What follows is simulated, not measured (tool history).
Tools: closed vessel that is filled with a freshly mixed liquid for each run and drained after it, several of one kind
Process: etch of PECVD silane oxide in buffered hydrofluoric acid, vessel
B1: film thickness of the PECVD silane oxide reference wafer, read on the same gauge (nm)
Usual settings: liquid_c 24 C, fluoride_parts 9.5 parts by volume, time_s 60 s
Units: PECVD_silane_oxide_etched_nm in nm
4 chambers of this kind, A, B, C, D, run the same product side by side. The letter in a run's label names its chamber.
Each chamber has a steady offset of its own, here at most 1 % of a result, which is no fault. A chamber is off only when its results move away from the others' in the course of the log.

Run 1B, day 0.179: usual settings; B1 120.03. Result: PECVD_silane_oxide_etched_nm 315.84 nm.
Run 2D, day 0.538: usual settings; B1 120.02. Result: PECVD_silane_oxide_etched_nm 310.6 nm.
Run 3A, day 0.783: usual settings; B1 120.06. Result: PECVD_silane_oxide_etched_nm 309.2 nm.
Run 4C, day 1.104: usual settings; B1 120. Result: PECVD_silane_oxide_etched_nm 313.74 nm.
Run 5A, day 1.354: usual settings; B1 120. Result: PECVD_silane_oxide_etched_nm 312.07 nm.
Run 6B, day 1.592: usual settings; B1 120. Result: PECVD_silane_oxide_etched_nm 314.89 nm.
Run 7D, day 1.962: usual settings; B1 119.98. Result: PECVD_silane_oxide_etched_nm 307.66 nm.
Run 8C, day 2.312: usual settings; B1 120. Result: PECVD_silane_oxide_etched_nm 315.73 nm.
Run 9D, day 2.7: usual settings but liquid_c 28 C, time_s 30 s; B1 120.01. Result: PECVD_silane_oxide_etched_nm 193.4 nm.
Run 10B, day 2.975: usual settings but liquid_c 28 C, time_s 30 s; B1 119.98. Result: PECVD_silane_oxide_etched_nm 193.66 nm.
Run 11C, day 3.171: usual settings but liquid_c 28 C, time_s 30 s; B1 119.99. Result: PECVD_silane_oxide_etched_nm 194.28 nm.
Run 12A, day 3.517: usual settings but liquid_c 28 C, time_s 30 s; B1 119.98. Result: PECVD_silane_oxide_etched_nm 191.68 nm.
Run 13B, day 3.692: usual settings but liquid_c 27.5 C, time_s 40 s; B1 120.02. Result: PECVD_silane_oxide_etched_nm 250.83 nm.
Run 14D, day 4.062: usual settings but liquid_c 27.5 C, time_s 40 s; B1 119.99. Result: PECVD_silane_oxide_etched_nm 250.93 nm.
Run 15C, day 4.375: usual settings but liquid_c 27.5 C, time_s 40 s; B1 120. Result: PECVD_silane_oxide_etched_nm 251.47 nm.
Run 16A, day 4.583: usual settings but liquid_c 27.5 C, time_s 40 s; B1 119.99. Result: PECVD_silane_oxide_etched_nm 251.27 nm.
Run 17D, day 4.792: usual settings; B1 120.02. Result: PECVD_silane_oxide_etched_nm 309.97 nm.
Run 18A, day 5.079: usual settings; B1 120.01. Result: PECVD_silane_oxide_etched_nm 315.69 nm.
At day 5.2: chamber C: hydrofluoric acid flow meter replaced.
Run 19B, day 5.338: usual settings; B1 120. Result: PECVD_silane_oxide_etched_nm 309.75 nm.
Run 20C, day 5.55: usual settings; B1 119.98. Result: PECVD_silane_oxide_etched_nm 313.72 nm.
Run 21D, day 5.817: usual settings; B1 119.99. Result: PECVD_silane_oxide_etched_nm 309.35 nm.
Run 22C, day 6.038: usual settings; B1 119.98. Result: PECVD_silane_oxide_etched_nm 315.46 nm.
Run 23B, day 6.283: usual settings; B1 120.02. Result: PECVD_silane_oxide_etched_nm 309.09 nm.
Run 24A, day 6.467: usual settings; B1 120.01. Result: PECVD_silane_oxide_etched_nm 310.14 nm.
Run 25C, day 6.675: usual settings; B1 119.99. Result: PECVD_silane_oxide_etched_nm 314.89 nm.
Run 26B, day 6.954: usual settings but liquid_c 20 C, fluoride_parts 7.5 parts by volume; B1 119.98. Result: PECVD_silane_oxide_etched_nm 308.71 nm.
Run 27D, day 7.138: usual settings but liquid_c 20 C, fluoride_parts 7.5 parts by volume; B1 119.99. Result: PECVD_silane_oxide_etched_nm 311.66 nm.
Run 28A, day 7.521: usual settings but liquid_c 20 C, fluoride_parts 7.5 parts by volume; B1 120.03. Result: PECVD_silane_oxide_etched_nm 318.24 nm.
Run 29C, day 7.762: usual settings but liquid_c 20 C, fluoride_parts 7.5 parts by volume; B1 120.04. Result: PECVD_silane_oxide_etched_nm 318 nm.
Run 30B, day 8.092: usual settings; B1 120. Result: PECVD_silane_oxide_etched_nm 304.53 nm.
Run 31A, day 8.467: usual settings; B1 120.01. Result: PECVD_silane_oxide_etched_nm 310.93 nm.
Run 32D, day 8.688: usual settings but liquid_c 26 C; B1 120.01. Result: PECVD_silane_oxide_etched_nm 347.55 nm.

What goes on in this fleet: one chamber off, a drifting gauge, or nothing beyond the chambers' own small offsets? Name the chamber and the cause, if any.

Chamber B drifts away from the others.
Cause: liquid colder than its thermometer reads (K) = 0.64.
The log may not tell that from: hydrofluoric acid flow below the setpoint (%).

Here are 4 candidates for chamber B's next run, each the usual settings with a change, their results left as question marks. Which one brings its results back in line with what the others give on the usual settings?
In line means no further than this from the other chambers' mean on the usual settings: PECVD_silane_oxide_etched_nm 5.3 nm
Run 33B-1, day 8.979: usual settings but liquid_c 25 C. Result: PECVD_silane_oxide_etched_nm ?.
Run 33B-2, day 8.979: usual settings but liquid_c 23 C. Result: PECVD_silane_oxide_etched_nm ?.
Run 33B-3, day 8.979: usual settings but liquid_c 23.5 C. Result: PECVD_silane_oxide_etched_nm ?.
Run 33B-4, day 8.979: usual settings but liquid_c 24.5 C. Result: PECVD_silane_oxide_etched_nm ?.

The other chambers' mean on the usual settings: PECVD_silane_oxide_etched_nm 311.65 nm
  run  PECVD_silane_oxide_etched_nm
33B-1                        319.31
33B-2                        286.66
33B-3                        294.66
33B-4                         310.9
33B-4 brings the chamber back in line.
